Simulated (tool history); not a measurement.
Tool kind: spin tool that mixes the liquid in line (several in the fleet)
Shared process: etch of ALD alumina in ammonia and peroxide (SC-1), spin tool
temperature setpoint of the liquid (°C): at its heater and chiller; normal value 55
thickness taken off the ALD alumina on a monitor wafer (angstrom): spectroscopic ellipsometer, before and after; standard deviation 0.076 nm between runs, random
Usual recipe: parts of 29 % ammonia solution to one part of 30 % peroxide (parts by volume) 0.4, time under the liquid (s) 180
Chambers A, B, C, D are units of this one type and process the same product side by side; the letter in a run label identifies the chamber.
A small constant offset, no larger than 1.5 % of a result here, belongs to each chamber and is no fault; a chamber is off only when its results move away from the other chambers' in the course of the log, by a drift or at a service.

run,hour,temperature setpoint of the liquid (°C),parts of 29 % ammonia solution to one part of 30 % peroxide (parts by volume),time under the liquid (s),hours since the thermometer was replaced,hours since the ammonia flow meter was replaced,hours since the heated supply line was repaired,hours since the drum of ammonia solution was connected,"read-back film thickness of the ALD alumina reference wafer, read on the same gauge (nm)",thickness taken off the ALD alumina on a monitor wafer (angstrom)
1D,4.7,55,0.4,180,1707.9,414,138.6,758,60.009,126.54
2B,10.9,55,0.4,180,158.3,189.2,1522.5,73.5,60.003,127.67
3C,16.8,55,0.4,180,856.1,1205.2,811.4,233.3,59.991,125.32
4A,25.5,55,0.4,180,1481,516.4,2493.6,936.1,59.997,126.6
5A,30.5,55,0.4,180,1486,521.4,2498.6,941.1,60.04,125.5
6B,38.9,55,0.4,180,186.3,217.2,1550.5,101.5,59.982,126.33
7C,46.8,55,0.4,180,886.1,1235.2,841.4,263.3,59.982,125.41
8D,54,55,0.4,180,1757.2,463.3,187.9,807.3,60.018,125.41
9D,60.8,55,0.4,180,1764,470.1,194.7,814.1,60.008,125.77
10C,65.5,55,0.4,180,904.8,1253.9,860.1,282,59.972,123.74
11B,71.2,55,0.4,180,218.6,249.5,1582.8,133.8,60.002,125.93
12A,79.7,55,0.4,180,1535.2,570.6,2547.8,990.3,60.005,126.8
13A,87.9,55,0.4,180,1543.4,578.8,2556,998.5,59.989,124.97
# hour 92.3: chamber C: heated supply line repaired
14C,93.3,55,0.4,180,932.6,1281.7,1,309.8,59.981,125.44
15D,99.2,55,0.55,180,1802.4,508.5,233.1,852.5,60.002,130.28
# hour 103.2: chamber A: new drum of ammonia solution connected
16B,104.4,55,0.55,180,251.8,282.7,1616,167,60.021,128.4
# hour 110.8: chamber D: thermometer replaced
17D,112,55,0.55,180,1.3,521.3,245.9,865.3,60.011,130.33
18A,119.1,55,0.55,180,1574.6,610,2587.2,15.9,59.98,130.22
19B,126.7,55,0.55,180,274.1,305,1638.3,189.3,60.025,130.06
20C,134.3,55,0.55,180,973.6,1322.7,42,350.8,60.01,130.41
21B,139.3,55,0.55,180,286.7,317.6,1650.9,201.9,60.007,130.5
# hour 146.1: chamber D: new drum of ammonia solution connected
22D,147,55,0.55,180,36.3,556.3,280.9,1,60.002,130.3
23A,153.9,55,0.4,180,1609.4,644.8,2622,50.7,59.976,126.02
24C,161.7,55,0.4,180,1001,1350.1,69.4,378.2,59.972,125.17
25D,169.4,55,0.4,180,58.7,578.7,303.3,23.4,60.013,125.78
26C,174.9,61,0.4,180,1014.2,1363.3,82.6,391.4,59.977,171.8
27B,179.9,61,0.4,180,327.3,358.2,1691.5,242.5,60.01,173.56
28A,186.5,61,0.4,180,1642,677.4,2654.6,83.3,60.018,172.21
29C,193.5,61,0.4,180,1032.8,1381.9,101.2,410,59.986,172.07

Is one chamber out of step, is the gauge drifting, or do the chambers differ by no more than their own small offsets? For an off chamber, give its letter and the likeliest cause.

Beyond each chamber's small constant offset nothing stands out, and the gauge stays steady.
